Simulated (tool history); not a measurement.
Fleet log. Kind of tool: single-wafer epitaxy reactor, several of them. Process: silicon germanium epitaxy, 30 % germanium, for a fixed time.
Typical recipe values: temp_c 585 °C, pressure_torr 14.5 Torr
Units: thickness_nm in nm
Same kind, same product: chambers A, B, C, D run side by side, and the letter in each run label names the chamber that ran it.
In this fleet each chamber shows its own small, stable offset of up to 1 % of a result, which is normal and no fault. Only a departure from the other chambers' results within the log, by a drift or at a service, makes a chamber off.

run,day,temp_c,pressure_torr,hours since the last pyrometer calibration,hours since the last manometer calibration,"read-back reference wafer on the same gauge, thickness_nm",thickness_nm
1D,0.408,585,14.5,123,998.6,44.116,39.344
2C,0.896,585,14.5,203.1,511.2,44.142,39.39
3B,1.338,585,14.5,872.9,76.8,44.152,39.378
4A,1.775,585,14.5,625.4,1946.2,44.192,39.007
5B,2.225,585,14.5,894.2,98.1,44.116,39.052
6D,2.479,585,14.5,172.7,1048.3,44.108,39.772
7A,2.7,585,14.5,647.6,1968.4,44.063,38.654
8C,3.133,585,14.5,256.8,564.9,44.1,39.382
9B,3.596,585,14.5,927.1,131,44.078,38.923
10D,3.875,585,14.5,206.2,1081.8,44.02,39.406
11C,4.125,585,14.5,280.6,588.7,44.115,39.278
12A,4.562,585,16.3,692.3,2013.1,44.125,40.163
13A,4.971,585,16.3,702.1,2022.9,44.133,39.806
14D,5.392,585,16.3,242.6,1118.2,44.124,40.865
15C,5.758,585,16.3,319.8,627.9,44.109,41.505
16B,6.075,585,14.5,986.6,190.5,44.12,39.314
17D,6.346,585,14.5,265.5,1141.1,44.126,39.126
18C,6.612,597,11.7,340.3,648.4,44.119,45.312
19B,7.029,597,11.7,1009.5,213.4,44.11,44.88
20A,7.346,597,11.7,759.1,2079.9,44.054,42.973
21A,7.575,597,11.7,764.6,2085.4,44.113,42.788
22B,7.979,585,14.5,1032.3,236.2,44.112,39.039
23D,8.288,585,14.5,312.1,1187.7,44.1,39.368
24C,8.575,585,14.5,387.4,695.5,44.101,39.39
25A,8.946,585,14.5,797.5,2118.3,44.072,37.082

Does one chamber stand apart from the rest, does the shared gauge drift, or is all well apart from small per-chamber offsets? Give the chamber and the most likely cause, where there is one.

Chamber A drifts away from the others.
Cause: wafer temperature below the value expected at the setpoint (K) = 2.9.

Here are 4 candidates for chamber A's next run, each the usual settings with a change, their results left as question marks. Which one brings its results back in line with what the others give on the usual settings?
Counts as in line when no further than this from what the other chambers average on the usual settings: thickness_nm 0.74 nm
26A-1,9.296,582,14.5,,,,?
26A-2,9.296,585,11.3,,,,?
26A-3,9.296,588,14.7,,,,?
26A-4,9.296,590,14.9,,,,?

The mean the other chambers reach with the usual settings: thickness_nm 39.288 nm
run,thickness_nm
26A-1,34.826
26A-2,33.374
26A-3,39.283
26A-4,41.025
With 26A-3, the chamber falls back in line with the rest.

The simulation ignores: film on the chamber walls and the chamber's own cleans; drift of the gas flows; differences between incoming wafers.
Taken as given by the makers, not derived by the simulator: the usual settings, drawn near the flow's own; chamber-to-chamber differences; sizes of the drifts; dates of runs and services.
